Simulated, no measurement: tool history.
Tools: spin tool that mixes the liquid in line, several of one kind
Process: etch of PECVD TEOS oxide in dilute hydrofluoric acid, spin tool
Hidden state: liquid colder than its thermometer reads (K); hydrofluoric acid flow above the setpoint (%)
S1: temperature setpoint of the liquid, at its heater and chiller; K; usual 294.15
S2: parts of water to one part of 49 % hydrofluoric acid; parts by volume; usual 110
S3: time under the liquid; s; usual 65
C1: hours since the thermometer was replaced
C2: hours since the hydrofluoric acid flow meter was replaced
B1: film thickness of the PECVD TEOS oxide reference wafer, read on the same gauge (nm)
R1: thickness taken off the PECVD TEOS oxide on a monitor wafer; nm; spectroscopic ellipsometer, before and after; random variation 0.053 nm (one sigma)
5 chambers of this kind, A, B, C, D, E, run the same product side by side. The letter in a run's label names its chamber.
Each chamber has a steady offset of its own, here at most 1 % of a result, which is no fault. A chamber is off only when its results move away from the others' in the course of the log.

| run | day | S1 | S2 | S3 | C1 | C2 | B1 | R1 |
|---|---|---|---|---|---|---|---|---|
| 1B | 0.129 | 294.15 | 110 | 65 | 1101.1 | 175.5 | 119.98 | 5.9457 |
| 2D | 0.392 | 294.15 | 110 | 65 | 173.9 | 1036.1 | 120.03 | 5.9450 |
| 3E | 0.558 | 294.15 | 110 | 65 | 211.6 | 1297.0 | 119.98 | 5.9105 |
| 4C | 0.721 | 294.15 | 110 | 65 | 137.1 | 1134.2 | 120.01 | 6.0204 |
| 5A | 0.933 | 294.15 | 110 | 65 | 2266.6 | 230.9 | 119.99 | 6.0281 |
| 6A | 1.083 | 290.15 | 110 | 50 | 2270.2 | 234.5 | 120.01 | 3.8576 |
| 7B | 1.288 | 290.15 | 110 | 50 | 1128.9 | 203.3 | 120.00 | 3.9072 |
| 8E | 1.579 | 290.15 | 110 | 50 | 236.1 | 1321.5 | 120.01 | 3.8966 |
| 9D | 1.712 | 290.15 | 110 | 50 | 205.6 | 1067.8 | 120.01 | 3.8388 |
| 10C | 1.871 | 290.15 | 110 | 50 | 164.7 | 1161.8 | 119.99 | 3.9237 |
| 11A | 2.054 | 294.15 | 110 | 65 | 2293.5 | 257.8 | 119.94 | 6.0081 |
| 12D | 2.304 | 294.15 | 110 | 65 | 219.8 | 1082.0 | 119.96 | 5.9542 |
| 13C | 2.512 | 294.15 | 110 | 65 | 180.1 | 1177.2 | 120.01 | 6.0186 |
| 14E | 2.721 | 294.15 | 80 | 100 | 263.5 | 1348.9 | 120.00 | 13.1270 |
| 15B | 2.858 | 294.15 | 80 | 100 | 1166.6 | 241.0 | 120.00 | 12.8730 |
| 16D | 3.138 | 294.15 | 80 | 100 | 239.8 | 1102.0 | 119.96 | 13.0240 |
| 17C | 3.296 | 294.15 | 80 | 100 | 198.9 | 1196.0 | 120.04 | 13.2080 |
| 18A | 3.492 | 294.15 | 80 | 100 | 2328.0 | 292.3 | 120.02 | 13.0970 |
| 19B | 3.625 | 294.15 | 110 | 65 | 1185.0 | 259.4 | 120.01 | 5.8118 |
| 20E | 3.800 | 298.15 | 80 | 65 | 289.4 | 1374.8 | 119.98 | 10.0020 |
| 21C | 3.992 | 298.15 | 80 | 65 | 215.6 | 1212.7 | 119.98 | 10.1070 |
| 22D | 4.162 | 298.15 | 80 | 65 | 264.4 | 1126.6 | 120.01 | 9.9332 |
| 23A | 4.304 | 298.15 | 80 | 65 | 2347.5 | 311.8 | 120.01 | 10.1070 |
| 24E | 4.579 | 298.15 | 80 | 65 | 308.1 | 1393.5 | 119.99 | 9.9260 |
| 25B | 4.854 | 294.15 | 110 | 65 | 1214.5 | 288.9 | 119.99 | 5.8933 |
| 26B | 4.983 | 294.15 | 110 | 65 | 1217.6 | 292.0 | 119.96 | 5.7859 |
| 27D | 5.271 | 294.15 | 110 | 65 | 291.0 | 1153.2 | 120.01 | 5.9367 |
| 28C | 5.500 | 294.15 | 110 | 65 | 251.8 | 1248.9 | 120.02 | 5.9837 |
| 29E | 5.704 | 294.15 | 110 | 65 | 335.1 | 1420.5 | 119.98 | 5.9274 |
| 30A | 6.000 | 294.15 | 110 | 65 | 2388.2 | 352.5 | 119.98 | 5.9475 |
| 31E | 6.142 | 294.15 | 110 | 65 | 345.6 | 1431.0 | 120.02 | 5.8815 |
| 32A | 6.271 | 294.15 | 110 | 65 | 2394.7 | 359.0 | 120.00 | 5.9767 |
| 33C | 6.400 | 294.15 | 110 | 65 | 273.4 | 1270.5 | 119.98 | 6.0643 |
| 34B | 6.675 | 294.15 | 110 | 65 | 1258.2 | 332.6 | 120.05 | 5.7122 |
| 35D | 6.804 | 294.15 | 110 | 65 | 327.8 | 1190.0 | 119.99 | 5.8975 |
| 36E | 7.071 | 294.15 | 110 | 65 | 367.9 | 1453.3 | 119.99 | 5.9533 |
| 37A | 7.283 | 294.15 | 70 | 90 | 2419.0 | 383.3 | 120.00 | 13.5500 |
| 38B | 7.479 | 294.15 | 70 | 90 | 1277.5 | 351.9 | 120.03 | 12.7970 |
| 39D | 7.667 | 294.15 | 70 | 90 | 348.5 | 1210.7 | 120.01 | 13.5300 |
| 40C | 7.908 | 294.15 | 70 | 90 | 309.6 | 1306.7 | 119.97 | 13.6250 |
| 41E | 8.112 | 294.15 | 70 | 90 | 392.9 | 1478.3 | 120.02 | 13.5470 |
| 42C | 8.379 | 294.15 | 80 | 65 | 320.9 | 1318.0 | 120.03 | 8.4193 |

All 5 chambers run these settings next. Forecast each chamber's results:
| 43A | 8.592 | 294.15 | 110 | 65 |  |  |  | ? |
| 43B | 8.592 | 294.15 | 110 | 65 |  |  |  | ? |
| 43C | 8.592 | 294.15 | 110 | 65 |  |  |  | ? |
| 43D | 8.592 | 294.15 | 110 | 65 |  |  |  | ? |
| 43E | 8.592 | 294.15 | 110 | 65 |  |  |  | ? |

| run | R1 |
|---|---|
| 43A | 5.9157 |
| 43B | 5.6382 |
| 43C | 5.9649 |
| 43D | 5.9189 |
| 43E | 5.8881 |
